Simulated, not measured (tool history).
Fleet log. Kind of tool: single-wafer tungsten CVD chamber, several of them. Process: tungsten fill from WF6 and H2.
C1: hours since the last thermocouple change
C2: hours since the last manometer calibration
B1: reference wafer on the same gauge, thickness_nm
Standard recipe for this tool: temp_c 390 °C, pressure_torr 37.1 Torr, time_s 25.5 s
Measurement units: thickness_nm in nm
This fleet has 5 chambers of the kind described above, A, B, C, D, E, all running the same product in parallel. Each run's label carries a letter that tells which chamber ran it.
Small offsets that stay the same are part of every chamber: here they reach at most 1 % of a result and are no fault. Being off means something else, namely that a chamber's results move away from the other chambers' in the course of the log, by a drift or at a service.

run 1A hour=8.4 | temp_c=390 pressure_torr=37.1 time_s=25.5 | C1=75.5 C2=1341.6 | B1=57.265 | thickness_nm=67.38
run 2B hour=17.7 | temp_c=390 pressure_torr=37.1 time_s=25.5 | C1=584.5 C2=312.9 | B1=57.267 | thickness_nm=67.585
run 3E hour=26.4 | temp_c=390 pressure_torr=37.1 time_s=25.5 | C1=1395.7 C2=2445.4 | B1=57.278 | thickness_nm=68.01
run 4D hour=32.6 | temp_c=390 pressure_torr=37.1 time_s=25.5 | C1=382 C2=311.9 | B1=57.308 | thickness_nm=68.469
run 5C hour=46.5 | temp_c=390 pressure_torr=37.1 time_s=25.5 | C1=109.6 C2=3201.8 | B1=57.308 | thickness_nm=67.626
run 6D hour=56.1 | temp_c=390 pressure_torr=37.1 time_s=25.5 | C1=405.5 C2=335.4 | B1=57.291 | thickness_nm=68.347
run 7C hour=69.4 | temp_c=390 pressure_torr=37.1 time_s=25.5 | C1=132.5 C2=3224.7 | B1=57.3 | thickness_nm=67.748
run 8E hour=75.7 | temp_c=390 pressure_torr=37.1 time_s=25.5 | C1=1445 C2=2494.7 | B1=57.287 | thickness_nm=68.139
run 9B hour=85.9 | temp_c=390 pressure_torr=37.1 time_s=25.5 | C1=652.7 C2=381.1 | B1=57.278 | thickness_nm=67.349
run 10A hour=96.3 | temp_c=390 pressure_torr=37.1 time_s=25.5 | C1=163.4 C2=1429.5 | B1=57.3 | thickness_nm=67.395
run 11B hour=102.9 | temp_c=390 pressure_torr=37.1 time_s=25.5 | C1=669.7 C2=398.1 | B1=57.284 | thickness_nm=67.756
run 12E hour=113.9 | temp_c=383 pressure_torr=37.1 time_s=25.5 | C1=1483.2 C2=2532.9 | B1=57.29 | thickness_nm=59.009
run 13D hour=126.3 | temp_c=383 pressure_torr=37.1 time_s=25.5 | C1=475.7 C2=405.6 | B1=57.314 | thickness_nm=59.427
run 14A hour=133.7 | temp_c=383 pressure_torr=37.1 time_s=25.5 | C1=200.8 C2=1466.9 | B1=57.301 | thickness_nm=58.609
run 15C hour=141.1 | temp_c=383 pressure_torr=37.1 time_s=25.5 | C1=204.2 C2=3296.4 | B1=57.327 | thickness_nm=58.617
-- hour=153.3 chamber C: capacitance manometer re-zeroed and calibrated
run 16E hour=153.4 | temp_c=383 pressure_torr=37.1 time_s=25.5 | C1=1522.7 C2=2572.4 | B1=57.282 | thickness_nm=58.801
run 17A hour=161.7 | temp_c=390 pressure_torr=37.1 time_s=25.5 | C1=228.8 C2=1494.9 | B1=57.313 | thickness_nm=67.312
run 18B hour=171 | temp_c=390 pressure_torr=37.1 time_s=25.5 | C1=737.8 C2=466.2 | B1=57.314 | thickness_nm=67.335
run 19D hour=184.2 | temp_c=390 pressure_torr=37.1 time_s=25.5 | C1=533.6 C2=463.5 | B1=57.279 | thickness_nm=68.522
run 20C hour=195.7 | temp_c=390 pressure_torr=37.1 time_s=25.5 | C1=258.8 C2=42.4 | B1=57.269 | thickness_nm=67.72
run 21A hour=209.6 | temp_c=390 pressure_torr=37.1 time_s=25.5 | C1=276.7 C2=1542.8 | B1=57.279 | thickness_nm=67.348
run 22D hour=223.8 | temp_c=390 pressure_torr=37.1 time_s=25.5 | C1=573.2 C2=503.1 | B1=57.322 | thickness_nm=68.299
run 23E hour=234.6 | temp_c=390 pressure_torr=37.1 time_s=25.5 | C1=1603.9 C2=2653.6 | B1=57.29 | thickness_nm=67.991
run 24B hour=242.8 | temp_c=390 pressure_torr=37.1 time_s=25.5 | C1=809.6 C2=538 | B1=57.335 | thickness_nm=67.586
run 25C hour=252.6 | temp_c=390 pressure_torr=37.1 time_s=25.5 | C1=315.7 C2=99.3 | B1=57.309 | thickness_nm=67.457
run 26E hour=261.6 | temp_c=390 pressure_torr=37.1 time_s=25.5 | C1=1630.9 C2=2680.6 | B1=57.302 | thickness_nm=68.062
-- hour=263 chamber E: capacitance manometer re-zeroed and calibrated
run 27A hour=270.6 | temp_c=390 pressure_torr=37.1 time_s=25.5 | C1=337.7 C2=1603.8 | B1=57.279 | thickness_nm=67.286
run 28B hour=280.1 | temp_c=390 pressure_torr=37.1 time_s=25.5 | C1=846.9 C2=575.3 | B1=57.297 | thickness_nm=67.309
run 29D hour=294.2 | temp_c=395 pressure_torr=37.1 time_s=25.5 | C1=643.6 C2=573.5 | B1=57.284 | thickness_nm=75.197
run 30C hour=305.8 | temp_c=395 pressure_torr=37.1 time_s=25.5 | C1=368.9 C2=152.5 | B1=57.331 | thickness_nm=74.389
run 31A hour=316.3 | temp_c=395 pressure_torr=37.1 time_s=25.5 | C1=383.4 C2=1649.5 | B1=57.306 | thickness_nm=73.826
run 32D hour=327.8 | temp_c=395 pressure_torr=37.1 time_s=25.5 | C1=677.2 C2=607.1 | B1=57.288 | thickness_nm=75.339
run 33E hour=336 | temp_c=395 pressure_torr=37.1 time_s=25.5 | C1=1705.3 C2=73.1 | B1=57.296 | thickness_nm=74.678
run 34B hour=347.7 | temp_c=390 pressure_torr=37.1 time_s=25.5 | C1=914.5 C2=642.9 | B1=57.297 | thickness_nm=67.472
run 35C hour=357.7 | temp_c=390 pressure_torr=46 time_s=25.5 | C1=420.8 C2=204.4 | B1=57.3 | thickness_nm=74.581
run 36E hour=364.8 | temp_c=390 pressure_torr=46 time_s=25.5 | C1=1734.1 C2=101.9 | B1=57.293 | thickness_nm=75.15
run 37B hour=375.3 | temp_c=390 pressure_torr=46 time_s=25.5 | C1=942.1 C2=670.5 | B1=57.303 | thickness_nm=74.753

Next, every chamber runs the same settings. What will each give?
run 38A hour=385.5 | temp_c=376 pressure_torr=37.1 time_s=25.5 | thickness_nm=?
run 38B hour=385.5 | temp_c=376 pressure_torr=37.1 time_s=25.5 | thickness_nm=?
run 38C hour=385.5 | temp_c=376 pressure_torr=37.1 time_s=25.5 | thickness_nm=?
run 38D hour=385.5 | temp_c=376 pressure_torr=37.1 time_s=25.5 | thickness_nm=?
run 38E hour=385.5 | temp_c=376 pressure_torr=37.1 time_s=25.5 | thickness_nm=?

run=38A thickness_nm=50.882
run=38B thickness_nm=51
run=38C thickness_nm=50.779
run=38D thickness_nm=51.553
run=38E thickness_nm=51.496
